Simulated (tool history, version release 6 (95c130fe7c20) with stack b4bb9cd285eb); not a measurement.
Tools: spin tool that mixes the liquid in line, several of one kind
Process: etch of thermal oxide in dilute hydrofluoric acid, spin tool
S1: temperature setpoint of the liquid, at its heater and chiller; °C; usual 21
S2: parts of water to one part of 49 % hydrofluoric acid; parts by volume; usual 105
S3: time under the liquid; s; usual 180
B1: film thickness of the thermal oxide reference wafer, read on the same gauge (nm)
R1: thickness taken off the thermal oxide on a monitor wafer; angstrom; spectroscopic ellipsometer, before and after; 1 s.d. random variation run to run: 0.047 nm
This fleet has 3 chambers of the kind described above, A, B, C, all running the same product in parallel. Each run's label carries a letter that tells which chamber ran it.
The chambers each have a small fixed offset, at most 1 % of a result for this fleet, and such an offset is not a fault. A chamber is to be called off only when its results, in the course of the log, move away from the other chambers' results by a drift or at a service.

run   hour    S1   S2   S3      B1      R1
 1A    5.8    21  105  180     120  70.404
 2C   15.9    21  105  180  119.99  71.006
 3B   22.7    21  105  180     120  70.521
 4B     30    21  105  180  119.99  70.803
 5C   38.5    21  105  180     120   70.78
 6A   46.3    21  105  180     120  69.826
 7C   54.7    21  105  180  119.99  70.343
 8B   59.3    21  105  180  119.97  71.625
 9A   69.2    21  105  180     120  70.011
10B   75.1    21  105  180     120  70.652
11C   79.5    21  105  180  119.97  72.201
12A   85.7    21  105  180  119.99  69.596
13A   95.8    21  105  180  120.01  69.892
14C  102.2  23.5  105  215  120.02  97.033
15B    110  23.5  105  215  119.99   92.84
16A  116.7  23.5  105  215  119.99  92.451
17C  122.4    21  105  180  119.99  74.389
18B    130    21  105  180  119.99  70.605
19C  136.7    21  105  180     120  74.276
20B  141.5    21  105  180  119.98  70.851

Is one chamber out of step, is the gauge drifting, or do the chambers differ by no more than their own small offsets? For an off chamber, give its letter and the likeliest cause.

Chamber C drifts away from the others.
Most likely cause: hydrofluoric acid flow above the setpoint (%) = 5.69.
The log may not separate it from: liquid hotter than its thermometer reads (K).

Which of the 4 candidates below, each the usual settings with something changed and its results left as question marks, puts chamber C back in line with what the other chambers give on the usual settings?
Maximum distance from the other chambers' mean on the usual settings for a result to count as in line: R1 1.6 angstrom
21C-1  148.7  19.5  105  180       ?
21C-2  148.7  22.5  105  180       ?
21C-3  148.7    21  105  175       ?
21C-4  148.7    21  105  185       ?

On the usual settings, the other chambers give on average: R1 70.322 angstrom
  run      R1
21C-1  70.337
21C-2  79.603
21C-3  72.779
21C-4  76.938
With 21C-1, the chamber falls back in line with the rest.

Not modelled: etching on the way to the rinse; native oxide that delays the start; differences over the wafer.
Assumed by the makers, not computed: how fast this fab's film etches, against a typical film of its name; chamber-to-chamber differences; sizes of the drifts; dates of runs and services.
